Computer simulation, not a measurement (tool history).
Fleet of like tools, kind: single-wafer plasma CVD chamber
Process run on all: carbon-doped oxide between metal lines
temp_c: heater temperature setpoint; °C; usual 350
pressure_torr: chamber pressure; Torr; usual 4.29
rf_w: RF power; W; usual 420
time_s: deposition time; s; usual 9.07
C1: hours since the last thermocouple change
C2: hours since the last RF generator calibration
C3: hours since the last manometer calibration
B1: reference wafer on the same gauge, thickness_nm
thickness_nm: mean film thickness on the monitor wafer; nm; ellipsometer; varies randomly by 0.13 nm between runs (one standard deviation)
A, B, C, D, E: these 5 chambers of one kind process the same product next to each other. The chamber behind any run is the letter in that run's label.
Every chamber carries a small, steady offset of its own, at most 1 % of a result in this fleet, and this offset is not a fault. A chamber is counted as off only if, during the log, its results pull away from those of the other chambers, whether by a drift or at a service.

Run 1B, hour 3.7: usual settings; C1 1645.5; C2 1194.3; C3 1099.6; B1 43.688. Result: thickness_nm 40.931 nm.
Run 2C, hour 8.2: usual settings; C1 212.5; C2 199.8; C3 19.9; B1 43.713. Result: thickness_nm 41.177 nm.
Run 3E, hour 12.7: usual settings; C1 1248.3; C2 959.6; C3 663.6; B1 43.718. Result: thickness_nm 41.015 nm.
Run 4D, hour 16.6: usual settings; C1 768.7; C2 575.2; C3 89.3; B1 43.705. Result: thickness_nm 40.644 nm.
Run 5A, hour 20.2: usual settings; C1 2230.9; C2 1373.6; C3 598.4; B1 43.714. Result: thickness_nm 41.128 nm.
Run 6A, hour 24.6: usual settings; C1 2235.3; C2 1378; C3 602.8; B1 43.689. Result: thickness_nm 41.085 nm.
Run 7D, hour 29.3: usual settings; C1 781.4; C2 587.9; C3 102; B1 43.689. Result: thickness_nm 40.663 nm.
Run 8C, hour 33.3: usual settings but pressure_torr 3.48 Torr, time_s 10.1 s; C1 237.6; C2 224.9; C3 45; B1 43.71. Result: thickness_nm 44.894 nm.
Run 9E, hour 36.5: usual settings but pressure_torr 3.48 Torr, time_s 10.1 s; C1 1272.1; C2 983.4; C3 687.4; B1 43.71. Result: thickness_nm 44.314 nm.
Run 10B, hour 40.5: usual settings but pressure_torr 3.48 Torr, time_s 10.1 s; C1 1682.3; C2 1231.1; C3 1136.4; B1 43.705. Result: thickness_nm 44.305 nm.
Run 11C, hour 45.5: usual settings but pressure_torr 3.48 Torr, time_s 10.1 s; C1 249.8; C2 237.1; C3 57.2; B1 43.702. Result: thickness_nm 44.834 nm.
Run 12A, hour 50.5: usual settings but pressure_torr 3.48 Torr, time_s 10.1 s; C1 2261.2; C2 1403.9; C3 628.7; B1 43.707. Result: thickness_nm 44.682 nm.
Run 13E, hour 55.2: usual settings; C1 1290.8; C2 1002.1; C3 706.1; B1 43.703. Result: thickness_nm 40.94 nm.
Run 14B, hour 59.2: usual settings; C1 1701; C2 1249.8; C3 1155.1; B1 43.703. Result: thickness_nm 40.712 nm.
Run 15D, hour 64.5: usual settings; C1 816.6; C2 623.1; C3 137.2; B1 43.742. Result: thickness_nm 40.76 nm.
Run 16E, hour 67.2: usual settings; C1 1302.8; C2 1014.1; C3 718.1; B1 43.691. Result: thickness_nm 40.958 nm.
Run 17B, hour 71.7: usual settings; C1 1713.5; C2 1262.3; C3 1167.6; B1 43.705. Result: thickness_nm 40.748 nm.
Run 18C, hour 74.8: usual settings; C1 279.1; C2 266.4; C3 86.5; B1 43.707. Result: thickness_nm 41.369 nm.
Run 19D, hour 78.3: usual settings but temp_c 362 °C; C1 830.4; C2 636.9; C3 151; B1 43.676. Result: thickness_nm 39.167 nm.
Run 20A, hour 81.9: usual settings but temp_c 362 °C; C1 2292.6; C2 1435.3; C3 660.1; B1 43.706. Result: thickness_nm 39.815 nm.
Run 21C, hour 85.3: usual settings but temp_c 362 °C; C1 289.6; C2 276.9; C3 97; B1 43.702. Result: thickness_nm 39.667 nm.
Run 22B, hour 90.5: usual settings but temp_c 362 °C; C1 1732.3; C2 1281.1; C3 1186.4; B1 43.753. Result: thickness_nm 39.85 nm.
Run 23D, hour 96: usual settings but temp_c 362 °C; C1 848.1; C2 654.6; C3 168.7; B1 43.663. Result: thickness_nm 39.388 nm.
Run 24E, hour 99.2: usual settings; C1 1334.8; C2 1046.1; C3 750.1; B1 43.705. Result: thickness_nm 40.98 nm.
Run 25A, hour 103.7: usual settings; C1 2314.4; C2 1457.1; C3 681.9; B1 43.682. Result: thickness_nm 40.862 nm.
Run 26A, hour 109: usual settings; C1 2319.7; C2 1462.4; C3 687.2; B1 43.686. Result: thickness_nm 40.97 nm.
Run 27B, hour 112: usual settings; C1 1753.8; C2 1302.6; C3 1207.9; B1 43.695. Result: thickness_nm 41.013 nm.
Run 28E, hour 116.6: usual settings; C1 1352.2; C2 1063.5; C3 767.5; B1 43.706. Result: thickness_nm 40.793 nm.
Run 29D, hour 121.6: usual settings but temp_c 345 °C, rf_w 470 W; C1 873.7; C2 680.2; C3 194.3; B1 43.679. Result: thickness_nm 44.532 nm.
Run 30C, hour 126.1: usual settings but temp_c 345 °C, rf_w 470 W; C1 330.4; C2 317.7; C3 137.8; B1 43.703. Result: thickness_nm 45.29 nm.
Run 31B, hour 128.7: usual settings but temp_c 345 °C, rf_w 470 W; C1 1770.5; C2 1319.3; C3 1224.6; B1 43.704. Result: thickness_nm 45.246 nm.
Run 32A, hour 132.4: usual settings but temp_c 345 °C, rf_w 470 W; C1 2343.1; C2 1485.8; C3 710.6; B1 43.68. Result: thickness_nm 45.345 nm.
Run 33C, hour 135.3: usual settings but temp_c 345 °C, rf_w 470 W; C1 339.6; C2 326.9; C3 147; B1 43.704. Result: thickness_nm 45.459 nm.
Run 34D, hour 139.6: usual settings; C1 891.7; C2 698.2; C3 212.3; B1 43.716. Result: thickness_nm 40.224 nm.
Run 35E, hour 144.5: usual settings; C1 1380.1; C2 1091.4; C3 795.4; B1 43.691. Result: thickness_nm 41.041 nm.
Run 36A, hour 147.8: usual settings; C1 2358.5; C2 1501.2; C3 726; B1 43.671. Result: thickness_nm 40.925 nm.
Run 37C, hour 153.1: usual settings; C1 357.4; C2 344.7; C3 164.8; B1 43.713. Result: thickness_nm 41.174 nm.
Run 38B, hour 156.4: usual settings; C1 1798.2; C2 1347; C3 1252.3; B1 43.679. Result: thickness_nm 40.868 nm.
Run 39E, hour 161.5: usual settings; C1 1397.1; C2 1108.4; C3 812.4; B1 43.679. Result: thickness_nm 40.774 nm.
Run 40D, hour 166.1: usual settings but pressure_torr 3.69 Torr, rf_w 345 W; C1 918.2; C2 724.7; C3 238.8; B1 43.676. Result: thickness_nm 33.813 nm.
Run 41E, hour 168.9: usual settings but pressure_torr 3.69 Torr, rf_w 345 W; C1 1404.5; C2 1115.8; C3 819.8; B1 43.7. Result: thickness_nm 34.713 nm.
Run 42C, hour 173: usual settings but pressure_torr 3.69 Torr, rf_w 345 W; C1 377.3; C2 364.6; C3 184.7; B1 43.723. Result: thickness_nm 34.914 nm.
Run 43A, hour 175.9: usual settings but pressure_torr 3.69 Torr, rf_w 345 W; C1 2386.6; C2 1529.3; C3 754.1; B1 43.696. Result: thickness_nm 34.447 nm.
Run 44B, hour 180: usual settings but pressure_torr 3.69 Torr, rf_w 345 W; C1 1821.8; C2 1370.6; C3 1275.9; B1 43.706. Result: thickness_nm 34.523 nm.

Next, all 5 chambers run the settings below, one line each with question marks for the results. What does each chamber give?
Run 45A, hour 184: usual settings. Result: thickness_nm ?.
Run 45B, hour 184: usual settings. Result: thickness_nm ?.
Run 45C, hour 184: usual settings. Result: thickness_nm ?.
Run 45D, hour 184: usual settings. Result: thickness_nm ?.
Run 45E, hour 184: usual settings. Result: thickness_nm ?.

run  thickness_nm
45A        40.717
45B        41.156
45C        41.239
45D         39.74
45E        41.062
